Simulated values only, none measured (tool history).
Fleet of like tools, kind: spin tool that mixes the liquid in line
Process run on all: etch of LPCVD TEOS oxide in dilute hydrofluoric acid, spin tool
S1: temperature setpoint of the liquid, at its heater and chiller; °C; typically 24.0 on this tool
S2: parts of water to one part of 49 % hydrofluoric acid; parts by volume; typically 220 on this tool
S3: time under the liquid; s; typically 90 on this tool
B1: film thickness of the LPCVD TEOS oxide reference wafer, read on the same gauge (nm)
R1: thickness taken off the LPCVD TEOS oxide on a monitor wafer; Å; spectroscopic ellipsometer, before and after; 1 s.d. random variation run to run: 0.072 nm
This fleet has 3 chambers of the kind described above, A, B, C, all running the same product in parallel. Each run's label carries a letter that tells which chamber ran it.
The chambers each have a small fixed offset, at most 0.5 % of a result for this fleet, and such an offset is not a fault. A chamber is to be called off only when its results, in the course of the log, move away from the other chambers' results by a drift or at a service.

Run 1B, hour 4.3: usual settings; B1 90.008. Result: R1 107.75 Å.
Run 2C, hour 13.2: usual settings; B1 89.998. Result: R1 106.49 Å.
Run 3A, hour 19.1: usual settings; B1 90.050. Result: R1 107.97 Å.
Run 4B, hour 27.9: usual settings; B1 90.003. Result: R1 109.52 Å.
Run 5A, hour 33.9: usual settings; B1 90.041. Result: R1 108.46 Å.
Run 6C, hour 43.0: usual settings; B1 90.009. Result: R1 108.51 Å.
Run 7C, hour 47.7: usual settings but S1 22.5 °C, S3 140 s; B1 90.024. Result: R1 157.75 Å.
Run 8A, hour 52.3: usual settings but S1 22.5 °C, S3 140 s; B1 89.963. Result: R1 158.85 Å.
Run 9B, hour 61.5: usual settings but S1 22.5 °C, S3 140 s; B1 89.993. Result: R1 162.96 Å.
Run 10A, hour 68.7: usual settings but S1 22.0 °C; B1 89.991. Result: R1 101.36 Å.
Run 11B, hour 76.0: usual settings but S1 22.0 °C; B1 90.023. Result: R1 103.15 Å.
Run 12C, hour 82.6: usual settings but S1 22.0 °C; B1 89.958. Result: R1 100.97 Å.
Run 13A, hour 91.8: usual settings; B1 90.028. Result: R1 108.11 Å.
Run 14C, hour 97.6: usual settings; B1 90.030. Result: R1 109.69 Å.
Run 15B, hour 105.6: usual settings; B1 89.990. Result: R1 113.08 Å.
Run 16B, hour 113.4: usual settings but S1 28.5 °C, S3 140 s; B1 90.004. Result: R1 209.53 Å.
Run 17C, hour 120.9: usual settings but S1 28.5 °C, S3 140 s; B1 90.000. Result: R1 196.82 Å.
Run 18A, hour 129.3: usual settings but S1 28.5 °C, S3 140 s; B1 89.961. Result: R1 197.39 Å.
Run 19A, hour 137.4: usual settings; B1 89.962. Result: R1 108.76 Å.
Run 20C, hour 143.4: usual settings; B1 90.028. Result: R1 109.39 Å.
Run 21B, hour 149.9: usual settings; B1 90.016. Result: R1 116.07 Å.
Run 22C, hour 157.7: usual settings; B1 90.027. Result: R1 109.25 Å.
Run 23B, hour 164.9: usual settings; B1 89.989. Result: R1 117.72 Å.

Next, every chamber runs the same settings. What will each give?
Run 24A, hour 171.7: usual settings. Result: R1 ?.
Run 24B, hour 171.7: usual settings. Result: R1 ?.
Run 24C, hour 171.7: usual settings. Result: R1 ?.

run      R1
24A  106.53
24B  118.32
24C  109.20
